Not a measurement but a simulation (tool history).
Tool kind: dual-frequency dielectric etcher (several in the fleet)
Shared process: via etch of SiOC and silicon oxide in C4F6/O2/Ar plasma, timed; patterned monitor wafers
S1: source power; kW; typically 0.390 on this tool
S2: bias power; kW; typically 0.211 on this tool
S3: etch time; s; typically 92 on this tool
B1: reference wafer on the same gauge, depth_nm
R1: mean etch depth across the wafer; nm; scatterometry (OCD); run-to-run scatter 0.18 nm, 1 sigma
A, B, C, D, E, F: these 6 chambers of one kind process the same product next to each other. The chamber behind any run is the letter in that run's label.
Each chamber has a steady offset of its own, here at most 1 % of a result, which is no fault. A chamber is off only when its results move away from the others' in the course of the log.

run   hour     S1     S2  S3      B1       R1
       2.0  -- chamber D: wet clean of the chamber
 1D    8.9  0.390  0.211  92  94.955  108.300
 2B   17.2  0.390  0.211  92  94.944  108.110
 3F   23.1  0.390  0.211  92  94.975  108.460
 4E   30.3  0.390  0.211  92  94.947  107.930
 5A   38.3  0.390  0.211  92  94.919  107.400
 6C   46.2  0.390  0.211  92  94.883  107.100
 7D   52.2  0.390  0.211  92  94.893  108.320
 8E   60.0  0.390  0.211  92  94.882  107.960
 9A   64.6  0.390  0.211  92  94.880  107.520
10B   69.3  0.390  0.211  92  94.893  107.300
11C   74.5  0.390  0.211  92  94.866  106.830
12F   80.0  0.390  0.211  92  94.878  108.240
13E   86.0  0.390  0.211  92  94.821  107.660
      86.8  -- chamber B: wet clean of the chamber
14F   91.7  0.390  0.211  92  94.792  107.830
15B   97.1  0.390  0.211  92  94.780  107.550
16A  106.9  0.390  0.211  92  94.762  107.200
17C  115.4  0.390  0.211  92  94.745  107.120
18D  120.0  0.390  0.211  92  94.723  108.190
19A  128.6  0.390  0.211  92  94.704  107.260
20E  134.4  0.390  0.211  79  94.706   92.265
21D  141.0  0.390  0.211  79  94.685   92.588
     146.4  -- chamber C: bias power generator calibrated
22C  149.0  0.390  0.211  79  94.705   91.894
23B  156.7  0.390  0.211  79  94.662   92.396
24F  164.3  0.390  0.211  79  94.637   92.834
25B  173.0  0.390  0.211  79  94.632   92.519
26A  178.5  0.390  0.211  92  94.622  106.900
27E  188.3  0.390  0.211  92  94.621  107.070
28C  196.5  0.390  0.211  92  94.545  106.990
     202.7  -- chamber E: wet clean of the chamber
29F  204.4  0.390  0.211  92  94.575  108.000
     206.1  -- chamber F: wet clean of the chamber
     207.2  -- chamber A: bias power generator calibrated
30D  211.5  0.390  0.211  92  94.572  107.780
31B  216.8  0.390  0.211  92  94.503  107.330
32F  224.7  0.390  0.237  92  94.505  112.350
33D  230.8  0.390  0.237  92  94.485  111.930
34E  235.5  0.390  0.237  92  94.502  111.560
35C  244.4  0.390  0.237  92  94.457  111.270
36A  251.0  0.390  0.237  92  94.493  110.660
37C  257.8  0.390  0.237  92  94.449  110.540
38F  267.2  0.390  0.211  92  94.384  107.660
39D  275.0  0.390  0.211  92  94.451  108.000
40A  282.5  0.390  0.211  92  94.379  106.690
41E  290.2  0.390  0.211  92  94.382  106.910
42B  295.9  0.390  0.211  92  94.331  106.980

Decide between three cases: one chamber stands off from its peers, the gauge reading all wafers drifts, or nothing is wrong past each chamber's small offset. Where a chamber is off, say which and what most likely put it there.

Gauge drift. The chambers move together only on paper, and none stands off.
Likeliest cause: gauge reads low (%) = 0.682.
